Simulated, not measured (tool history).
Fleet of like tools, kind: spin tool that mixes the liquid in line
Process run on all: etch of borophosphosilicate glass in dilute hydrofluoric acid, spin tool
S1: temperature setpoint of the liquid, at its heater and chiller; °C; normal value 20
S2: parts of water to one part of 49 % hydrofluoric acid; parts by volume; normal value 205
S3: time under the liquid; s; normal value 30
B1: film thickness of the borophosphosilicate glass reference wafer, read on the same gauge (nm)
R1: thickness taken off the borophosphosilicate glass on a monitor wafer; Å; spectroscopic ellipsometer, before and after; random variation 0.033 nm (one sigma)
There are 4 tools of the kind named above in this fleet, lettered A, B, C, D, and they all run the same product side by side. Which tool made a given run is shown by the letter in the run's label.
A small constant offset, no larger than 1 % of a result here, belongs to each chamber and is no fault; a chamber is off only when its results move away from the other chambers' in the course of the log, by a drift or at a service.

-- hour=5.4 chamber D: hydrofluoric acid flow meter replaced
run 1C hour=6.2 | S1=20 S2=205 S3=30 | B1=90 | R1=43.406
run 2D hour=10.3 | S1=20 S2=205 S3=30 | B1=89.972 | R1=43.505
run 3A hour=15.9 | S1=20 S2=205 S3=30 | B1=89.994 | R1=43.697
run 4B hour=18.8 | S1=20 S2=205 S3=30 | B1=90.015 | R1=42.401
run 5C hour=22.2 | S1=20 S2=205 S3=30 | B1=90.018 | R1=43.965
run 6A hour=27.5 | S1=20 S2=205 S3=30 | B1=90.001 | R1=43.333
run 7B hour=33.1 | S1=20 S2=205 S3=30 | B1=89.977 | R1=43.163
run 8D hour=38.7 | S1=20 S2=205 S3=30 | B1=89.962 | R1=43.046
run 9A hour=44.8 | S1=20 S2=205 S3=45 | B1=89.994 | R1=64.84
run 10D hour=48.3 | S1=20 S2=205 S3=45 | B1=90.004 | R1=64.561
run 11B hour=54 | S1=20 S2=205 S3=45 | B1=90.028 | R1=63.74
run 12C hour=60.3 | S1=20 S2=205 S3=45 | B1=89.96 | R1=65.411
run 13C hour=65.2 | S1=20 S2=205 S3=30 | B1=89.994 | R1=43.681
run 14A hour=68 | S1=20 S2=205 S3=30 | B1=89.991 | R1=43.48
run 15D hour=71.8 | S1=20 S2=205 S3=30 | B1=89.977 | R1=43.222
run 16B hour=76.4 | S1=20 S2=205 S3=30 | B1=90.002 | R1=42.94
run 17D hour=81.5 | S1=20 S2=205 S3=30 | B1=90.025 | R1=43.487
run 18C hour=86 | S1=20 S2=205 S3=30 | B1=90.01 | R1=43.195
run 19B hour=91.4 | S1=20 S2=205 S3=30 | B1=89.982 | R1=42.876
run 20A hour=96.4 | S1=17 S2=205 S3=30 | B1=89.952 | R1=38.598
run 21C hour=100.8 | S1=17 S2=205 S3=30 | B1=90.009 | R1=37.605
run 22B hour=104.5 | S1=17 S2=205 S3=30 | B1=90.026 | R1=38.533
run 23D hour=110.5 | S1=17 S2=205 S3=30 | B1=90.007 | R1=38.679
run 24A hour=114.9 | S1=20 S2=205 S3=30 | B1=89.997 | R1=43.027
run 25A hour=120.5 | S1=20 S2=110 S3=20 | B1=89.977 | R1=60.838
run 26C hour=124.4 | S1=20 S2=110 S3=20 | B1=90 | R1=58.46
run 27D hour=127.3 | S1=20 S2=110 S3=20 | B1=90.006 | R1=59.561
run 28B hour=132.6 | S1=20 S2=110 S3=20 | B1=90.021 | R1=58.492
run 29A hour=135.9 | S1=20 S2=205 S3=30 | B1=89.988 | R1=43.222
run 30C hour=139.4 | S1=20 S2=295 S3=45 | B1=90.03 | R1=42.029
run 31D hour=144 | S1=20 S2=295 S3=45 | B1=90.018 | R1=41.786

Is one chamber off against the others, does the gauge drift, or is nothing wrong? If a chamber is off, say which, and what the likeliest cause is.

Beyond each chamber's small constant offset nothing stands out, and the gauge stays steady.

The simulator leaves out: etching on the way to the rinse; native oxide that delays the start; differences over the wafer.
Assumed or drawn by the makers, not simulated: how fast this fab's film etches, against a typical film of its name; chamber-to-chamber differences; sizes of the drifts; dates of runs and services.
